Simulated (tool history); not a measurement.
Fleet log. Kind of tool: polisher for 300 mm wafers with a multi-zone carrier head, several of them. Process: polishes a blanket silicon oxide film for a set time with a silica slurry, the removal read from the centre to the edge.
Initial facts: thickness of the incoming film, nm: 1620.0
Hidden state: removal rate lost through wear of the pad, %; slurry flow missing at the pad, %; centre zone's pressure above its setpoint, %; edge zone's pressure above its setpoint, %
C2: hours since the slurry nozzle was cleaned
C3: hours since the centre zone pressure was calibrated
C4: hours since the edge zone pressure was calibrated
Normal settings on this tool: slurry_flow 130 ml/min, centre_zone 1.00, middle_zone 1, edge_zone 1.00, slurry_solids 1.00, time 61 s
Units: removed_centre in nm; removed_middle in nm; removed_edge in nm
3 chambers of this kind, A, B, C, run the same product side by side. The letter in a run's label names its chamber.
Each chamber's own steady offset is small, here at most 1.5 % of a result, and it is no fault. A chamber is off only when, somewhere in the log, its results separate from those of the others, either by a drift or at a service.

Run 1C, hour 10.7: usual settings; wafers polished on this pad 226; C2 157.0; C3 737.6; C4 586.9. Result: removed_centre 187.48 nm, removed_middle 183.77 nm, removed_edge 188.29 nm.
Run 2B, hour 20.4: usual settings; wafers polished on this pad 1254; C2 59.8; C3 619.6; C4 447.4. Result: removed_centre 184.69 nm, removed_middle 182.58 nm, removed_edge 187.81 nm.
Run 3A, hour 28.7: usual settings; wafers polished on this pad 519; C2 133.3; C3 456.2; C4 230.9. Result: removed_centre 186.63 nm, removed_middle 190.58 nm, removed_edge 188.24 nm.
At hour 37.1: chamber B: worn pad replaced by a new one.
Run 4B, hour 37.2: usual settings; wafers polished on this pad 2; C2 76.6; C3 636.4; C4 464.2. Result: removed_centre 189.62 nm, removed_middle 182.77 nm, removed_edge 190.00 nm.
Run 5C, hour 47.2: usual settings; wafers polished on this pad 607; C2 193.5; C3 774.1; C4 623.4. Result: removed_centre 188.22 nm, removed_middle 187.87 nm, removed_edge 190.40 nm.
Run 6A, hour 58.5: usual settings but centre_zone 0.94, edge_zone 0.89; wafers polished on this pad 830; C2 163.1; C3 486.0; C4 260.7. Result: removed_centre 174.04 nm, removed_middle 191.10 nm, removed_edge 177.27 nm.
Run 7A, hour 70.4: usual settings but centre_zone 0.94, edge_zone 0.89; wafers polished on this pad 954; C2 175.0; C3 497.9; C4 272.6. Result: removed_centre 174.93 nm, removed_middle 190.40 nm, removed_edge 176.90 nm.
At hour 73.9: chamber C: worn pad replaced by a new one.
Run 8C, hour 81.7: usual settings but centre_zone 0.94, edge_zone 0.89; wafers polished on this pad 81; C2 228.0; C3 808.6; C4 657.9. Result: removed_centre 175.12 nm, removed_middle 188.38 nm, removed_edge 178.79 nm.
At hour 83.8: chamber A: worn pad replaced by a new one.
Run 9B, hour 91.0: usual settings; wafers polished on this pad 563; C2 130.4; C3 690.2; C4 518.0. Result: removed_centre 186.89 nm, removed_middle 183.63 nm, removed_edge 185.21 nm.
Run 10B, hour 98.3: usual settings; wafers polished on this pad 639; C2 137.7; C3 697.5; C4 525.3. Result: removed_centre 183.56 nm, removed_middle 186.56 nm, removed_edge 189.66 nm.
Run 11C, hour 114.0: usual settings; wafers polished on this pad 418; C2 260.3; C3 840.9; C4 690.2. Result: removed_centre 184.33 nm, removed_middle 188.16 nm, removed_edge 184.38 nm.
Run 12A, hour 129.4: usual settings; wafers polished on this pad 476; C2 234.0; C3 556.9; C4 331.6. Result: removed_centre 187.20 nm, removed_middle 189.43 nm, removed_edge 184.74 nm.
Run 13B, hour 138.7: usual settings; wafers polished on this pad 1060; C2 178.1; C3 737.9; C4 565.7. Result: removed_centre 188.91 nm, removed_middle 185.29 nm, removed_edge 188.36 nm.
Run 14A, hour 151.7: usual settings; wafers polished on this pad 709; C2 256.3; C3 579.2; C4 353.9. Result: removed_centre 188.36 nm, removed_middle 191.53 nm, removed_edge 187.20 nm.
At hour 153.2: chamber B: worn pad replaced by a new one.
At hour 159.8: chamber A: slurry nozzle cleaned.
At hour 164.0: chamber C: worn pad replaced by a new one.
Run 15C, hour 164.3: usual settings; wafers polished on this pad 4; C2 310.6; C3 891.2; C4 740.5. Result: removed_centre 185.70 nm, removed_middle 184.53 nm, removed_edge 185.92 nm.
Run 16B, hour 178.7: usual settings; wafers polished on this pad 266; C2 218.1; C3 777.9; C4 605.7. Result: removed_centre 186.47 nm, removed_middle 181.79 nm, removed_edge 189.10 nm.
Run 17A, hour 185.6: usual settings; wafers polished on this pad 1062; C2 25.8; C3 613.1; C4 387.8. Result: removed_centre 186.96 nm, removed_middle 187.90 nm, removed_edge 187.30 nm.
At hour 189.8: chamber B: centre zone pressure recalibrated.
At hour 196.6: chamber A: worn pad replaced by a new one.
Run 18C, hour 200.3: usual settings; wafers polished on this pad 379; C2 346.6; C3 927.2; C4 776.5. Result: removed_centre 179.17 nm, removed_middle 181.28 nm, removed_edge 185.31 nm.
Run 19A, hour 214.1: usual settings but slurry_flow 90 ml/min, slurry_solids 0.70; wafers polished on this pad 182; C2 54.3; C3 641.6; C4 416.3. Result: removed_centre 140.22 nm, removed_middle 144.79 nm, removed_edge 145.46 nm.
At hour 219.6: chamber B: edge zone pressure recalibrated.
Run 20B, hour 228.0: usual settings but slurry_flow 90 ml/min, slurry_solids 0.70; wafers polished on this pad 781; C2 267.4; C3 38.2; C4 8.4. Result: removed_centre 139.40 nm, removed_middle 140.40 nm, removed_edge 143.73 nm.
Run 21C, hour 238.7: usual settings but slurry_flow 90 ml/min, slurry_solids 0.70; wafers polished on this pad 780; C2 385.0; C3 965.6; C4 814.9. Result: removed_centre 128.39 nm, removed_middle 132.10 nm, removed_edge 140.86 nm.
At hour 241.3: chamber C: worn pad replaced by a new one.
Run 22B, hour 253.0: usual settings; wafers polished on this pad 1041; C2 292.4; C3 63.2; C4 33.4. Result: removed_centre 188.37 nm, removed_middle 183.79 nm, removed_edge 190.69 nm.
Run 23C, hour 268.3: usual settings; wafers polished on this pad 281; C2 414.6; C3 995.2; C4 844.5. Result: removed_centre 172.55 nm, removed_middle 175.81 nm, removed_edge 183.04 nm.
Run 24A, hour 280.1: usual settings but slurry_solids 1.25; wafers polished on this pad 871; C2 120.3; C3 707.6; C4 482.3. Result: removed_centre 209.16 nm, removed_middle 208.17 nm, removed_edge 210.34 nm.
At hour 286.2: chamber A: worn pad replaced by a new one.
Run 25A, hour 293.6: usual settings but slurry_solids 1.25; wafers polished on this pad 78; C2 133.8; C3 721.1; C4 495.8. Result: removed_centre 208.74 nm, removed_middle 208.97 nm, removed_edge 204.90 nm.

Is one chamber off against the others, does the gauge drift, or is nothing wrong? If a chamber is off, say which, and what the likeliest cause is.

Little by little, chamber C moves away from the other chambers.
What lies behind it: slurry flow missing at the pad, % = 30.6.

Which of the 4 candidates below, each the usual settings with something changed and its results left as question marks, puts chamber C back in line with what the other chambers give on the usual settings?
In-line tolerance around the mean of the other chambers on the usual settings: removed_centre 6.30 nm; removed_middle 5.50 nm; removed_edge 6.70 nm
Run 26C-1, hour 305.1: usual settings but slurry_flow 135 ml/min, centre_zone 1.01, middle_zone 1.01, edge_zone 0.99, time 62 s. Result: removed_centre ?, removed_middle ?, removed_edge ?.
Run 26C-2, hour 305.1: usual settings but slurry_flow 140 ml/min, centre_zone 1.03, middle_zone 1.02, edge_zone 0.98, time 64 s. Result: removed_centre ?, removed_middle ?, removed_edge ?.
Run 26C-3, hour 305.1: usual settings but slurry_flow 125 ml/min, centre_zone 0.99, middle_zone 0.99, edge_zone 1.01, time 60 s. Result: removed_centre ?, removed_middle ?, removed_edge ?.
Run 26C-4, hour 305.1: usual settings but slurry_flow 120 ml/min, centre_zone 0.97, middle_zone 0.98, edge_zone 1.02, time 58 s. Result: removed_centre ?, removed_middle ?, removed_edge ?.

Average result of the remaining chambers running the usual settings: removed_centre 186.77 nm; removed_middle 186.88 nm; removed_edge 187.90 nm
  run  removed_centre  removed_middle  removed_edge
26C-1          176.09          176.94        181.52
26C-2          188.06          186.21        187.69
26C-3          162.16          164.27        174.83
26C-4          150.89          155.30        168.45
It is 26C-2 that realigns the chamber with its peers.
